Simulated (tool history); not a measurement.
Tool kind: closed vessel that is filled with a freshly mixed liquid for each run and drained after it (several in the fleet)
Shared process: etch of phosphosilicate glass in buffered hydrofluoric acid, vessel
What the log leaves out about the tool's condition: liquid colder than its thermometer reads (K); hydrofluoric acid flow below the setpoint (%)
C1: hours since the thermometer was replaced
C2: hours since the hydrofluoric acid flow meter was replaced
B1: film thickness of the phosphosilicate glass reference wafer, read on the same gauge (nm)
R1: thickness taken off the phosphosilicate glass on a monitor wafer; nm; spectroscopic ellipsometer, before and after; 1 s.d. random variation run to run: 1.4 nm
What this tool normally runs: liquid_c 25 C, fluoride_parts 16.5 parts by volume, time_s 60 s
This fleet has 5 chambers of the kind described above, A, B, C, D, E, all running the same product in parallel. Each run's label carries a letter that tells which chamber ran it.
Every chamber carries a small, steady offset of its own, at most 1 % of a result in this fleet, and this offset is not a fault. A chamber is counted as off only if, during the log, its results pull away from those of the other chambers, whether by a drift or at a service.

run 1B day=0.321 | liquid_c=25 fluoride_parts=16.5 time_s=60 | C1=521.3 C2=124.6 | B1=150.01 | R1=236.45
run 2A day=0.675 | liquid_c=25 fluoride_parts=16.5 time_s=60 | C1=781.8 C2=1820.5 | B1=150.00 | R1=237.81
run 3C day=1.133 | liquid_c=25 fluoride_parts=16.5 time_s=60 | C1=542.1 C2=645.8 | B1=150.00 | R1=240.21
run 4E day=1.704 | liquid_c=25 fluoride_parts=16.5 time_s=60 | C1=427.5 C2=486.4 | B1=149.99 | R1=236.08
run 5D day=2.058 | liquid_c=25 fluoride_parts=16.5 time_s=60 | C1=1566.7 C2=550.7 | B1=149.97 | R1=237.95
run 6A day=2.375 | liquid_c=25 fluoride_parts=12.0 time_s=60 | C1=822.6 C2=1861.3 | B1=149.99 | R1=324.80
run 7B day=2.762 | liquid_c=25 fluoride_parts=12.0 time_s=60 | C1=579.9 C2=183.2 | B1=149.99 | R1=321.54
run 8C day=3.075 | liquid_c=25 fluoride_parts=12.0 time_s=60 | C1=588.7 C2=692.4 | B1=149.99 | R1=324.17
run 9E day=3.604 | liquid_c=25 fluoride_parts=12.0 time_s=60 | C1=473.1 C2=532.0 | B1=150.00 | R1=323.11
run 10D day=4.162 | liquid_c=25 fluoride_parts=12.0 time_s=60 | C1=1617.2 C2=601.2 | B1=150.01 | R1=327.12
run 11B day=4.679 | liquid_c=25 fluoride_parts=16.5 time_s=60 | C1=625.9 C2=229.2 | B1=149.98 | R1=235.98
run 12A day=4.950 | liquid_c=25 fluoride_parts=19.5 time_s=60 | C1=884.4 C2=1923.1 | B1=149.96 | R1=203.42
run 13E day=5.250 | liquid_c=25 fluoride_parts=19.5 time_s=60 | C1=512.6 C2=571.5 | B1=150.00 | R1=201.14
run 14C day=5.729 | liquid_c=25 fluoride_parts=19.5 time_s=60 | C1=652.4 C2=756.1 | B1=150.01 | R1=199.96
run 15D day=6.142 | liquid_c=25 fluoride_parts=19.5 time_s=60 | C1=1664.7 C2=648.7 | B1=149.98 | R1=202.45
-- day=6.462 chamber C: thermometer replaced
run 16E day=6.675 | liquid_c=25 fluoride_parts=19.5 time_s=60 | C1=546.8 C2=605.7 | B1=150.02 | R1=200.81
run 17D day=7.017 | liquid_c=25 fluoride_parts=16.5 time_s=60 | C1=1685.7 C2=669.7 | B1=149.98 | R1=242.37
-- day=7.271 chamber E: thermometer replaced
run 18A day=7.533 | liquid_c=25 fluoride_parts=16.5 time_s=60 | C1=946.4 C2=1985.1 | B1=150.00 | R1=238.22
run 19B day=7.950 | liquid_c=25 fluoride_parts=16.5 time_s=60 | C1=704.4 C2=307.7 | B1=150.00 | R1=239.79
run 20C day=8.417 | liquid_c=25 fluoride_parts=16.5 time_s=60 | C1=47.0 C2=820.6 | B1=150.03 | R1=240.95
run 21E day=8.983 | liquid_c=25 fluoride_parts=16.5 time_s=60 | C1=41.1 C2=661.1 | B1=150.01 | R1=236.80
run 22B day=9.550 | liquid_c=25 fluoride_parts=16.5 time_s=60 | C1=742.8 C2=346.1 | B1=149.98 | R1=236.43
run 23C day=9.962 | liquid_c=25 fluoride_parts=16.5 time_s=60 | C1=84.1 C2=857.7 | B1=150.00 | R1=236.80
run 24A day=10.525 | liquid_c=25 fluoride_parts=13.0 time_s=85 | C1=1018.2 C2=2056.9 | B1=149.99 | R1=423.45
run 25D day=10.875 | liquid_c=25 fluoride_parts=13.0 time_s=85 | C1=1778.3 C2=762.3 | B1=149.99 | R1=428.33
run 26C day=11.442 | liquid_c=25 fluoride_parts=13.0 time_s=85 | C1=119.6 C2=893.2 | B1=150.00 | R1=427.71
run 27D day=11.912 | liquid_c=25 fluoride_parts=13.0 time_s=85 | C1=1803.2 C2=787.2 | B1=149.99 | R1=436.00
run 28A day=12.179 | liquid_c=25 fluoride_parts=13.0 time_s=85 | C1=1057.9 C2=2096.6 | B1=150.01 | R1=427.55
run 29E day=12.525 | liquid_c=25 fluoride_parts=16.5 time_s=60 | C1=126.1 C2=746.1 | B1=149.99 | R1=235.39
run 30B day=12.929 | liquid_c=25 fluoride_parts=16.5 time_s=60 | C1=823.9 C2=427.2 | B1=150.01 | R1=237.25
run 31C day=13.404 | liquid_c=25 fluoride_parts=16.5 time_s=60 | C1=166.7 C2=940.3 | B1=150.02 | R1=238.43
run 32D day=13.671 | liquid_c=25 fluoride_parts=16.5 time_s=60 | C1=1845.4 C2=829.4 | B1=150.03 | R1=240.67
run 33E day=14.104 | liquid_c=25 fluoride_parts=16.5 time_s=60 | C1=164.0 C2=784.0 | B1=149.99 | R1=237.45
run 34B day=14.462 | liquid_c=25 fluoride_parts=16.5 time_s=60 | C1=860.7 C2=464.0 | B1=149.99 | R1=239.32
run 35A day=14.717 | liquid_c=23 fluoride_parts=16.5 time_s=45 | C1=1118.8 C2=2157.5 | B1=150.00 | R1=160.88
run 36A day=15.071 | liquid_c=23 fluoride_parts=16.5 time_s=45 | C1=1127.3 C2=2166.0 | B1=149.98 | R1=161.78
-- day=15.217 chamber D: hydrofluoric acid flow meter replaced
run 37D day=15.496 | liquid_c=23 fluoride_parts=16.5 time_s=45 | C1=1889.2 C2=6.8 | B1=150.00 | R1=159.92
run 38B day=15.767 | liquid_c=23 fluoride_parts=16.5 time_s=45 | C1=892.0 C2=495.3 | B1=150.01 | R1=160.53

Read the log: is a single chamber off, either drifting away or since a service, is the gauge that measures every chamber drifting, or is nothing wrong beyond small per-chamber offsets? Name any odd chamber and what most likely caused it.

Beyond each chamber's small constant offset nothing stands out, and the gauge stays steady.
